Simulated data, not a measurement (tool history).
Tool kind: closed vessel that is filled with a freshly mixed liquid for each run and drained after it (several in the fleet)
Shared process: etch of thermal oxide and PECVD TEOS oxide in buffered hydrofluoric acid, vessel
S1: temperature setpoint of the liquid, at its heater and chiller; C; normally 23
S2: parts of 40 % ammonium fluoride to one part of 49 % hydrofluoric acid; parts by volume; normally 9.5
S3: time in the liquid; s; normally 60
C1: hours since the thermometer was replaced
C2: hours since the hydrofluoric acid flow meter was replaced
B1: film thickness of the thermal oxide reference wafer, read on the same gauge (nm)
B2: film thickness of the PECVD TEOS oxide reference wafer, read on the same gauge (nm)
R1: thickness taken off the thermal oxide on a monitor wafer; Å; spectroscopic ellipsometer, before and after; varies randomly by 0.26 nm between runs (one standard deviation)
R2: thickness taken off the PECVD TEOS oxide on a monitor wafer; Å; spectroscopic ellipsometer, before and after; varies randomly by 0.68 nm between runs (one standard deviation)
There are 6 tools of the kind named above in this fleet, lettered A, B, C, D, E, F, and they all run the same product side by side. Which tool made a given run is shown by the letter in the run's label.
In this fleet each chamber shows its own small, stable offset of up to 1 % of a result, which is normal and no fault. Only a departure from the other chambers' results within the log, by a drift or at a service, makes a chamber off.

run   hour    S1    S2  S3      C1      C2      B1      B2      R1      R2
 1A    4.5    23   9.5  60   458.9   310.4  30.056  89.989  683.63  1374.5
 2F    9.1    23   9.5  60    2340    41.7  29.979  89.989  680.92  1370.5
 3B   11.9    23   9.5  60   235.7  1198.8  30.018  89.995   689.9    1376
 4C   16.1    23   9.5  60   962.1   780.7  29.995   90.01  682.69    1363
 5D   19.1    23   9.5  60  1078.3   425.6   29.99  89.988     682  1384.5
 6E   23.7    23   9.5  60  1380.4     416  30.004   89.99  682.21    1376
 7A   27.1    23   9.5  60   481.5     333  30.006  90.032  680.39  1378.3
 8D   30.2    23   9.5  60  1089.4   436.7  29.998  90.052   679.3  1372.1
 9C   35.9    23   9.5  60   981.9   800.5  29.971  90.008  684.27  1359.6
10B     41    23   9.5  60   264.8  1227.9  29.969  89.977  687.22  1375.7
11E   47.1    23   9.5  60  1403.8   439.4  29.989  90.034  678.61  1361.3
12F   50.9    23   9.5  60  2381.8    83.5  30.005  90.006  678.97  1371.5
13A   55.1    23   9.5  60   509.5     361  29.962  89.958  684.54  1380.1
14D   59.8    23   9.5  60    1119   466.3  30.033  90.004  682.52  1371.9
15E   64.9  24.5   9.5  85  1421.6   457.2  29.983  89.986  1053.9  2086.8
16F   67.9  24.5   9.5  85  2398.8   100.5  30.029  90.039  1048.3  2111.2
17C   72.7  24.5   9.5  85  1018.7   837.3  29.968  90.018  1054.7  2079.1
18B   76.1  24.5   9.5  85   299.9    1263  29.997  90.017  1050.1  2114.6
19D   78.9  24.5   9.5  85  1138.1   485.4      30  90.016    1048  2098.6
20B   84.2  24.5   9.5  85     308  1271.1   30.01  89.982  1053.2  2111.9
21E   87.3    23   9.5  60    1444   479.6  30.004  89.976  685.34  1369.3
22C   90.2  19.5     7  60  1036.2   854.8  29.997  90.007  765.68  1539.8
23F   94.2  19.5     7  60  2425.1   126.8  30.019  89.972  763.78  1546.7
24A   98.2  19.5     7  60   552.6   404.1  29.998   89.98  750.72  1547.7
25D  103.4  19.5     7  60  1162.6   509.9  29.984  89.997  767.61  1552.6
26B  109.6  19.5     7  60   333.4  1296.5  30.032  89.962  763.12    1535
27A  113.8  19.5     7  60   568.2   419.7  30.023  89.992  754.73  1533.8
28E  117.1  25.5   9.5  40  1473.8   509.4  30.033  90.002  520.28  1043.8
29F  122.8  25.5   9.5  40  2453.7   155.4  30.014  90.013  520.23  1051.7
30C  127.2  25.5   9.5  40  1073.2   891.8  30.035   90.01   522.7  1027.4
31D  132.1  25.5   9.5  40  1191.3   538.6  29.992  89.987  519.94  1056.7
32B  135.6  25.5   9.5  40   359.4  1322.5      30  89.996  525.16  1043.3
33F  141.8  25.5   9.5  40  2472.7   174.4  29.983  90.035  520.29    1048
34C  145.3    23  11.5  90  1091.3   909.9  30.041  90.009   868.1  1730.1
35E  148.5    23  11.5  90  1505.2   540.8  29.975  89.978  864.83  1743.2
36A  153.7    23  11.5  90   608.1   459.6  30.028  90.019  859.97  1742.2
37A  157.6    23  11.5  90     612   463.5  30.006  89.983  862.12  1748.9

All chambers now run identical settings, listed one chamber a line with results as question marks. What results will each chamber show?
38A  162.1  23  9.5  85                   ?   ?
38B  162.1  23  9.5  85                   ?   ?
38C  162.1  23  9.5  85                   ?   ?
38D  162.1  23  9.5  85                   ?   ?
38E  162.1  23  9.5  85                   ?   ?
38F  162.1  23  9.5  85                   ?   ?

run      R1      R2
38A  969.68  1946.5
38B  968.19  1939.9
38C  974.09    1936
38D  968.44  1943.3
38E  973.37  1942.8
38F  963.11  1943.2
